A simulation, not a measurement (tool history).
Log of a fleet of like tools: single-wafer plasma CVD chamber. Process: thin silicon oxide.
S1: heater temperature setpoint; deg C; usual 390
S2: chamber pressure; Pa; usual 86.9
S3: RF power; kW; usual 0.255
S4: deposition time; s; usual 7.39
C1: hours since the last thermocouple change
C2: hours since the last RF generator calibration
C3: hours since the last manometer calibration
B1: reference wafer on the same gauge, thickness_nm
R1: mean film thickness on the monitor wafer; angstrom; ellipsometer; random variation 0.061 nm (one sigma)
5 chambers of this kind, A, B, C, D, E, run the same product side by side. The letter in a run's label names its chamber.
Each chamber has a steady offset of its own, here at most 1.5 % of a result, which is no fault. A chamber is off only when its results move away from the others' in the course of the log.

run	day	S1	S2	S3	S4	C1	C2	C3	B1	R1
1E	0.442	390	86.9	0.255	7.39	169.9	385.0	1429.5	11.486	101.100
2B	0.783	390	86.9	0.255	7.39	2453.9	1780.0	2171.5	11.505	104.610
3C	1.192	390	86.9	0.255	7.39	153.9	435.2	122.2	11.504	105.160
4A	1.579	390	86.9	0.255	7.39	2480.8	1606.3	712.6	11.489	102.160
5D	2.071	390	86.9	0.255	7.39	1438.1	154.2	1318.1	11.479	103.100
6E	2.479	390	86.9	0.255	7.39	218.8	433.9	1478.4	11.510	102.040
7A	2.879	390	86.9	0.255	7.39	2512.0	1637.5	743.8	11.489	103.200
8C	3.179	390	86.9	0.255	7.39	201.6	482.9	169.9	11.510	104.550
9D	3.633	390	86.9	0.255	7.39	1475.6	191.7	1355.6	11.504	103.220
10B	4.050	390	86.9	0.235	7.39	2532.3	1858.4	2249.9	11.513	101.040
11C	4.450	390	86.9	0.235	7.39	232.1	513.4	200.4	11.513	100.230
12B	4.908	390	86.9	0.235	7.39	2552.9	1879.0	2270.5	11.501	101.000
13E	5.429	390	86.9	0.235	7.39	289.6	504.7	1549.2	11.494	98.225
14A	5.729	390	86.9	0.235	7.39	2580.4	1705.9	812.2	11.498	98.649
15D	6.233	390	86.9	0.255	7.39	1538.0	254.1	1418.0	11.503	103.560
# day 6.733: chamber A: thermocouple changed; heater temperature recalibrated
16A	6.754	404	86.9	0.285	7.39	0.5	1730.5	836.8	11.509	107.510
17B	7.204	404	86.9	0.285	7.39	2608.0	1934.1	2325.6	11.511	108.950
18E	7.800	404	86.9	0.285	7.39	346.5	561.6	1606.1	11.504	105.890
19D	8.392	404	86.9	0.285	7.39	1589.8	305.9	1469.8	11.501	107.410
20C	8.825	404	86.9	0.285	7.39	337.1	618.4	305.4	11.517	108.580
21B	9.125	390	86.9	0.255	7.39	2654.1	1980.2	2371.7	11.501	103.770
22E	9.500	390	86.9	0.255	7.39	387.3	602.4	1646.9	11.498	102.060
23D	10.004	390	86.9	0.255	7.39	1628.5	344.6	1508.5	11.491	103.190
24A	10.488	390	86.9	0.255	6.87	90.1	1820.1	926.4	11.509	95.926
25C	11.008	390	86.9	0.255	6.87	389.5	670.8	357.8	11.509	96.485
# day 11.067: chamber B: thermocouple changed; heater temperature recalibrated
# day 11.342: chamber E: capacitance manometer re-zeroed and calibrated
26C	11.450	390	86.9	0.255	6.87	400.1	681.4	368.4	11.488	97.149
27E	11.808	390	86.9	0.255	6.87	442.7	657.8	11.2	11.491	94.661
28A	12.071	390	86.9	0.255	6.87	128.1	1858.1	964.4	11.506	95.851
# day 12.321: chamber B: capacitance manometer re-zeroed and calibrated
# day 12.342: chamber D: capacitance manometer re-zeroed and calibrated
29D	12.400	390	86.9	0.255	7.39	1686.0	402.1	1.4	11.497	103.400
30B	13.000	390	86.9	0.255	7.39	46.5	2073.2	16.3	11.488	109.110
31B	13.600	390	86.9	0.255	7.39	60.9	2087.6	30.7	11.479	108.260
32C	13.988	390	86.9	0.255	7.39	461.0	742.3	429.3	11.515	104.220
# day 14.358: chamber D: thermocouple changed; heater temperature recalibrated
33A	14.579	390	86.9	0.255	7.39	188.3	1918.3	1024.6	11.492	102.160
# day 14.908: chamber A: capacitance manometer re-zeroed and calibrated
34D	15.079	390	86.9	0.255	7.39	17.4	466.4	65.7	11.507	102.130
35E	15.600	390	86.9	0.255	7.39	533.7	748.8	102.2	11.492	101.250
36A	16.108	378	86.9	0.285	7.39	225.0	1955.0	28.8	11.524	108.370
37D	16.667	378	86.9	0.285	7.39	55.5	504.5	103.8	11.494	108.620
38E	17.042	378	86.9	0.285	7.39	568.3	783.4	136.8	11.517	108.430
39B	17.400	378	86.9	0.285	7.39	152.1	2178.8	121.9	11.486	114.320
40C	17.942	378	86.9	0.285	7.39	555.9	837.2	524.2	11.495	110.170
41D	18.454	390	86.9	0.255	7.39	98.4	547.4	146.7	11.502	103.390
42C	18.854	390	86.9	0.255	7.39	577.8	859.1	546.1	11.494	104.440
43A	19.371	390	86.9	0.255	7.39	303.3	2033.3	107.1	11.503	102.020
44E	19.921	390	86.9	0.255	7.39	637.4	852.5	205.9	11.503	102.400

All 5 chambers run these settings next. Forecast each chamber's results:
45A	20.354	390	86.9	0.255	7.39					?
45B	20.354	390	86.9	0.255	7.39					?
45C	20.354	390	86.9	0.255	7.39					?
45D	20.354	390	86.9	0.255	7.39					?
45E	20.354	390	86.9	0.255	7.39					?

run	R1
45A	102.700
45B	107.980
45C	104.020
45D	103.020
45E	102.200
